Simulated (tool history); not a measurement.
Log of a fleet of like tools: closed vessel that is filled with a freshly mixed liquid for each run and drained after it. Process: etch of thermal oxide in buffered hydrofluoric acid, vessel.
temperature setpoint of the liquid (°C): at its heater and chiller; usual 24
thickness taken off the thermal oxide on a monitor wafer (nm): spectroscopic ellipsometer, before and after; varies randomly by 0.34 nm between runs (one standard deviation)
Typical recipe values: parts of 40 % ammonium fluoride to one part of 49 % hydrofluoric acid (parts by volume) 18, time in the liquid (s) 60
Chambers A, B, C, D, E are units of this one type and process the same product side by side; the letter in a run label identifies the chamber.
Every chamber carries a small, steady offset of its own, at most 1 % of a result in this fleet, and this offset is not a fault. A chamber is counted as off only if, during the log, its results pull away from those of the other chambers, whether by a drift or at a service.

run	hour	temperature setpoint of the liquid (°C)	parts of 40 % ammonium fluoride to one part of 49 % hydrofluoric acid (parts by volume)	time in the liquid (s)	read-back film thickness of the thermal oxide reference wafer, read on the same gauge (nm)	thickness taken off the thermal oxide on a monitor wafer (nm)
1B	13.3	24	18	60	59.991	37.927
2E	23.7	24	18	60	59.991	37.71
3D	36.6	24	18	60	59.994	37.462
4A	48.4	24	18	60	60.004	38.016
5C	55.6	24	18	60	59.954	38.604
6A	64.3	24	18	60	60.005	37.85
7B	73.7	22.5	24.5	60	60.012	27.382
8C	85	22.5	24.5	60	60.028	27.996
9E	95.9	22.5	24.5	60	60.031	27.086
10D	110.3	22.5	24.5	60	60.041	27.363
11B	117.5	22.5	24.5	60	59.924	27.819
12E	130.4	24	18	60	60.022	37.998
13D	137.7	24	18	60	60.009	38.167
14C	144.1	24	18	60	59.97	39.162
15A	152.1	24	18	60	59.999	37.425
16A	160.1	24	18	60	60.04	38.151
17D	172.8	24	18	60	60.037	37.625
18C	182.9	24	18	60	59.999	38.033
19B	195.4	24	18	60	60.004	38.374
20E	208.6	24	18	60	59.954	38.206
21A	221.8	24	18	60	59.974	38.27
22E	235.9	24	18	60	59.966	37.942
23B	248.3	24	18	60	59.963	37.383
24D	255	24	18	60	59.952	37.573
25C	267	24	18	85	59.987	55.457
26C	281.1	24	18	85	59.992	55.433
27A	289.6	24	18	85	59.999	53.755
28D	300	24	18	85	60.028	54.39
# hour 308.2: chamber E: thermometer replaced
29B	310.1	24	18	85	59.987	53.96
30E	321	24	18	60	59.95	37.854
31E	328.5	24	18	60	60	37.9
32D	337.1	24	18	60	60.038	38.291
33A	347.8	24	18	60	59.946	37.693
34B	360.6	24	18	60	60.009	37.609

Decide between three cases: one chamber stands off from its peers, the gauge reading all wafers drifts, or nothing is wrong past each chamber's small offset. Where a chamber is off, say which and what most likely put it there.

Nothing is wrong: each chamber keeps only its own small, steady offset and the gauge holds still.
